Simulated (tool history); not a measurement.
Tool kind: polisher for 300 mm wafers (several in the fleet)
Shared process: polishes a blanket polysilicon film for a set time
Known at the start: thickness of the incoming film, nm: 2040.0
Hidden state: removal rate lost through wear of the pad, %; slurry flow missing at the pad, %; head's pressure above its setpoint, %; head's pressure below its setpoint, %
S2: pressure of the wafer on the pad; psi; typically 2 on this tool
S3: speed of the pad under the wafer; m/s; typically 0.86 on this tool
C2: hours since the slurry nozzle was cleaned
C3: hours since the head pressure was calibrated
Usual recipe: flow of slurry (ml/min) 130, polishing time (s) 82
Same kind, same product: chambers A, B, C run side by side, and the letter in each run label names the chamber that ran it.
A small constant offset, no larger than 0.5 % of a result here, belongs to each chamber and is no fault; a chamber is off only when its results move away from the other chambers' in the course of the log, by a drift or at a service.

{"run": "1A", "hour": 13.2, "flow of slurry (ml/min)": 130, "S2": 2, "S3": 0.86, "polishing time (s)": 82, "wafers polished on this pad": 187, "C2": 528.1, "C3": 432.4, "film removed (nm)": 344.86}
{"run": "2C", "hour": 21.4, "flow of slurry (ml/min)": 130, "S2": 2, "S3": 0.86, "polishing time (s)": 82, "wafers polished on this pad": 554, "C2": 190.6, "C3": 138.5, "film removed (nm)": 344.78}
{"hour": 24.0, "done": "chamber B: slurry nozzle cleaned"}
{"run": "3B", "hour": 32.1, "flow of slurry (ml/min)": 130, "S2": 2, "S3": 0.86, "polishing time (s)": 82, "wafers polished on this pad": 1243, "C2": 8.2, "C3": 78.9, "film removed (nm)": 349.17}
{"hour": 39.6, "done": "chamber B: worn pad replaced by a new one"}
{"run": "4C", "hour": 44.2, "flow of slurry (ml/min)": 130, "S2": 2, "S3": 0.86, "polishing time (s)": 82, "wafers polished on this pad": 750, "C2": 213.4, "C3": 161.3, "film removed (nm)": 343.14}
{"run": "5B", "hour": 58.1, "flow of slurry (ml/min)": 130, "S2": 2, "S3": 0.86, "polishing time (s)": 82, "wafers polished on this pad": 158, "C2": 34.2, "C3": 104.9, "film removed (nm)": 345.21}
{"run": "6A", "hour": 66.2, "flow of slurry (ml/min)": 130, "S2": 2, "S3": 0.86, "polishing time (s)": 109, "wafers polished on this pad": 641, "C2": 581.1, "C3": 485.4, "film removed (nm)": 454.46}
{"hour": 72.5, "done": "chamber A: worn pad replaced by a new one"}
{"run": "7A", "hour": 76.5, "flow of slurry (ml/min)": 130, "S2": 2, "S3": 0.86, "polishing time (s)": 109, "wafers polished on this pad": 35, "C2": 591.4, "C3": 495.7, "film removed (nm)": 455.16}
{"run": "8B", "hour": 84.2, "flow of slurry (ml/min)": 130, "S2": 2, "S3": 0.86, "polishing time (s)": 109, "wafers polished on this pad": 382, "C2": 60.3, "C3": 131.0, "film removed (nm)": 461.21}
{"hour": 85.7, "done": "chamber A: head pressure recalibrated"}
{"run": "9C", "hour": 97.9, "flow of slurry (ml/min)": 130, "S2": 2, "S3": 0.86, "polishing time (s)": 82, "wafers polished on this pad": 1210, "C2": 267.1, "C3": 215.0, "film removed (nm)": 337.79}
{"run": "10B", "hour": 112.1, "flow of slurry (ml/min)": 130, "S2": 2, "S3": 0.86, "polishing time (s)": 92, "wafers polished on this pad": 621, "C2": 88.2, "C3": 158.9, "film removed (nm)": 385.92}
{"run": "11C", "hour": 121.5, "flow of slurry (ml/min)": 130, "S2": 2, "S3": 0.86, "polishing time (s)": 92, "wafers polished on this pad": 1412, "C2": 290.7, "C3": 238.6, "film removed (nm)": 376.69}
{"run": "12A", "hour": 128.8, "flow of slurry (ml/min)": 130, "S2": 2, "S3": 0.86, "polishing time (s)": 92, "wafers polished on this pad": 483, "C2": 643.7, "C3": 43.1, "film removed (nm)": 385.91}
{"run": "13B", "hour": 141.4, "flow of slurry (ml/min)": 130, "S2": 2, "S3": 0.86, "polishing time (s)": 82, "wafers polished on this pad": 872, "C2": 117.5, "C3": 188.2, "film removed (nm)": 343.77}
{"hour": 149.1, "done": "chamber A: worn pad replaced by a new one"}
{"run": "14C", "hour": 153.4, "flow of slurry (ml/min)": 170, "S2": 2, "S3": 0.86, "polishing time (s)": 82, "wafers polished on this pad": 1686, "C2": 322.6, "C3": 270.5, "film removed (nm)": 347.34}
{"run": "15A", "hour": 160.0, "flow of slurry (ml/min)": 170, "S2": 2, "S3": 0.86, "polishing time (s)": 82, "wafers polished on this pad": 94, "C2": 674.9, "C3": 74.3, "film removed (nm)": 361.07}
{"run": "16C", "hour": 167.3, "flow of slurry (ml/min)": 170, "S2": 2, "S3": 0.86, "polishing time (s)": 82, "wafers polished on this pad": 1805, "C2": 336.5, "C3": 284.4, "film removed (nm)": 338.67}
{"run": "17B", "hour": 180.2, "flow of slurry (ml/min)": 130, "S2": 2, "S3": 0.86, "polishing time (s)": 82, "wafers polished on this pad": 1205, "C2": 156.3, "C3": 227.0, "film removed (nm)": 343.01}
{"hour": 189.5, "done": "chamber B: worn pad replaced by a new one"}
{"run": "18A", "hour": 189.7, "flow of slurry (ml/min)": 130, "S2": 2, "S3": 0.86, "polishing time (s)": 82, "wafers polished on this pad": 348, "C2": 704.6, "C3": 104.0, "film removed (nm)": 346.85}
{"run": "19B", "hour": 200.6, "flow of slurry (ml/min)": 130, "S2": 2, "S3": 0.86, "polishing time (s)": 82, "wafers polished on this pad": 95, "C2": 176.7, "C3": 247.4, "film removed (nm)": 342.5}
{"run": "20C", "hour": 214.1, "flow of slurry (ml/min)": 130, "S2": 2, "S3": 0.86, "polishing time (s)": 82, "wafers polished on this pad": 2206, "C2": 383.3, "C3": 331.2, "film removed (nm)": 316.49}

Has any chamber moved away from the others, gradually or after a service, or does the common gauge drift, or do the chambers differ only by their own small steady offsets? State the chamber and the most likely cause if one applies.

One chamber, C, drifts off from the rest bit by bit.
What lies behind it: removal rate lost through wear of the pad, % = 9.56.
The log may not separate it from: slurry flow missing at the pad, %; head's pressure below its setpoint, %.

Which of the 4 candidates below, each the usual settings with something changed and its results left as question marks, puts chamber C back in line with what the other chambers give on the usual settings?
Counts as in line when no further than this from what the other chambers average on the usual settings: film removed (nm) 8.40
{"run": "21C-1", "hour": 224.6, "flow of slurry (ml/min)": 130, "S2": 2.1, "S3": 0.9, "polishing time (s)": 82, "film removed (nm)": "?"}
{"run": "21C-2", "hour": 224.6, "flow of slurry (ml/min)": 125, "S2": 1.8, "S3": 0.78, "polishing time (s)": 82, "film removed (nm)": "?"}
{"run": "21C-3", "hour": 224.6, "flow of slurry (ml/min)": 130, "S2": 2.0, "S3": 0.82, "polishing time (s)": 78, "film removed (nm)": "?"}
{"run": "21C-4", "hour": 224.6, "flow of slurry (ml/min)": 135, "S2": 2.2, "S3": 0.86, "polishing time (s)": 91, "film removed (nm)": "?"}

Average result of the remaining chambers running the usual settings: film removed (nm) 343.94
run=21C-1 film_removed_(nm)=342.47
run=21C-2 film_removed_(nm)=252.56
run=21C-3 film_removed_(nm)=282.88
run=21C-4 film_removed_(nm)=383.56
It is 21C-1 that realigns the chamber with its peers.
